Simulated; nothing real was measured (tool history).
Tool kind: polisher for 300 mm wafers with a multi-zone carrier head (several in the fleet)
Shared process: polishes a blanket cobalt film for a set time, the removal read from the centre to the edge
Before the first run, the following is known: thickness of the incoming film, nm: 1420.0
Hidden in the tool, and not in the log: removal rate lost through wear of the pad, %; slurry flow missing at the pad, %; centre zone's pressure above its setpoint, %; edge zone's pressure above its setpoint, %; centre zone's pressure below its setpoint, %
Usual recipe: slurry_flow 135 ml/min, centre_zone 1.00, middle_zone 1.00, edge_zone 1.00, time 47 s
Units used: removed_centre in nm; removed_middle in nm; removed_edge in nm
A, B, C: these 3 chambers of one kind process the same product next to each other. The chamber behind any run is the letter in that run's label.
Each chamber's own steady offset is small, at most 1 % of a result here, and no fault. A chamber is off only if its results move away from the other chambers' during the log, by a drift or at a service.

run,hour,slurry_flow,centre_zone,middle_zone,edge_zone,time,wafers polished on this pad,hours since the slurry nozzle was cleaned,hours since the centre zone pressure was calibrated,hours since the edge zone pressure was calibrated,removed_centre,removed_middle,removed_edge
1C,2.5,135,1.00,1.00,1.00,47,156,283.8,752.3,176.9,172.73,171.64,170.34
2A,5.6,135,1.00,1.00,1.00,47,504,374.4,508.3,1190.2,170.04,171.33,173.00
3B,9.4,135,1.00,1.00,1.00,47,993,227.2,794.1,438.2,170.93,175.33,176.27
# hour 10.9: chamber A: worn pad replaced by a new one
4A,13.8,135,1.00,1.00,1.00,47,38,382.6,516.5,1198.4,168.42,170.11,171.86
5B,17.0,135,1.00,1.00,1.00,47,1093,234.8,801.7,445.8,175.03,171.09,169.07
6C,20.7,135,1.00,1.00,1.00,47,396,302.0,770.5,195.1,168.30,171.36,168.44
# hour 21.1: chamber A: slurry nozzle cleaned
# hour 24.2: chamber B: worn pad replaced by a new one
7A,24.7,135,1.00,1.00,1.00,47,181,3.6,527.4,1209.3,172.13,172.16,176.30
8C,27.3,135,0.94,1.00,1.00,33,482,308.6,777.1,201.7,112.75,121.29,121.77
9B,30.2,135,0.94,1.00,1.00,33,79,248.0,814.9,459.0,114.98,120.97,120.34
10A,34.3,135,0.94,1.00,1.00,33,307,13.2,537.0,1218.9,110.69,120.86,121.96
# hour 35.0: chamber A: edge zone pressure recalibrated
# hour 35.2: chamber B: slurry nozzle cleaned
11C,37.5,135,1.00,1.00,1.00,47,616,318.8,787.3,211.9,170.80,171.85,173.01
12B,41.9,135,1.00,1.00,1.00,47,233,6.8,826.6,470.7,173.51,169.03,173.38
13B,45.3,170,0.94,1.00,1.00,47,277,10.2,830.0,474.1,170.41,177.54,176.90
14C,49.0,170,0.94,1.00,1.00,47,767,330.3,798.8,223.4,167.24,178.85,176.61
15A,51.1,170,0.94,1.00,1.00,47,528,30.0,553.8,16.2,166.81,180.43,181.84
16A,53.8,135,1.00,1.00,1.00,47,564,32.7,556.5,18.9,166.52,171.27,171.50
17B,56.2,135,1.00,1.00,1.00,47,421,21.1,840.9,485.0,170.64,170.39,172.15
18C,60.7,135,1.00,1.00,1.00,47,921,342.0,810.5,235.1,170.90,169.40,167.61
# hour 61.2: chamber B: centre zone pressure recalibrated
# hour 62.9: chamber A: worn pad replaced by a new one
19B,64.7,135,1.00,1.00,1.00,47,532,29.6,3.5,493.5,170.33,171.77,175.69
20C,67.4,135,1.00,1.00,1.00,47,1009,348.7,817.2,241.8,168.21,170.44,175.44
21A,71.9,175,1.00,0.89,1.00,47,118,50.8,574.6,37.0,177.11,161.61,180.79
22A,76.0,175,1.00,0.89,1.00,47,172,54.9,578.7,41.1,182.10,162.54,177.92
# hour 76.9: chamber C: worn pad replaced by a new one
# hour 78.4: chamber C: centre zone pressure recalibrated
23C,79.9,175,1.00,0.89,1.00,47,40,361.2,1.5,254.3,175.46,163.45,175.88
24B,84.4,135,1.00,1.00,1.00,47,791,49.3,23.2,513.2,172.38,173.14,170.59
25B,87.2,135,1.00,1.00,1.00,47,828,52.1,26.0,516.0,169.73,170.74,174.46
26C,90.8,135,1.00,1.00,1.00,47,183,372.1,12.4,265.2,170.83,170.45,170.48
27A,93.9,135,1.00,1.04,0.91,47,407,72.8,596.6,59.0,168.71,174.56,164.41
28C,96.3,135,1.00,1.04,0.91,47,255,377.6,17.9,270.7,172.14,179.10,166.27
29B,99.5,135,1.00,1.04,0.91,47,990,64.4,38.3,528.3,173.10,180.07,163.71
30A,102.8,135,1.00,1.00,1.00,47,524,81.7,605.5,67.9,168.50,171.58,172.99
31C,106.9,135,1.00,1.00,1.00,47,394,388.2,28.5,281.3,169.51,169.07,172.10
32B,110.7,135,1.00,1.00,1.00,47,1137,75.6,49.5,539.5,174.34,171.32,171.38

Each of the 3 chambers runs these same settings next. Fill in every chamber's results:
33A,114.0,135,1.00,1.00,1.00,47,,,,,?,?,?
33B,114.0,135,1.00,1.00,1.00,47,,,,,?,?,?
33C,114.0,135,1.00,1.00,1.00,47,,,,,?,?,?

run,removed_centre,removed_middle,removed_edge
33A,167.60,171.24,172.89
33B,170.61,169.65,170.95
33C,170.63,171.28,172.84
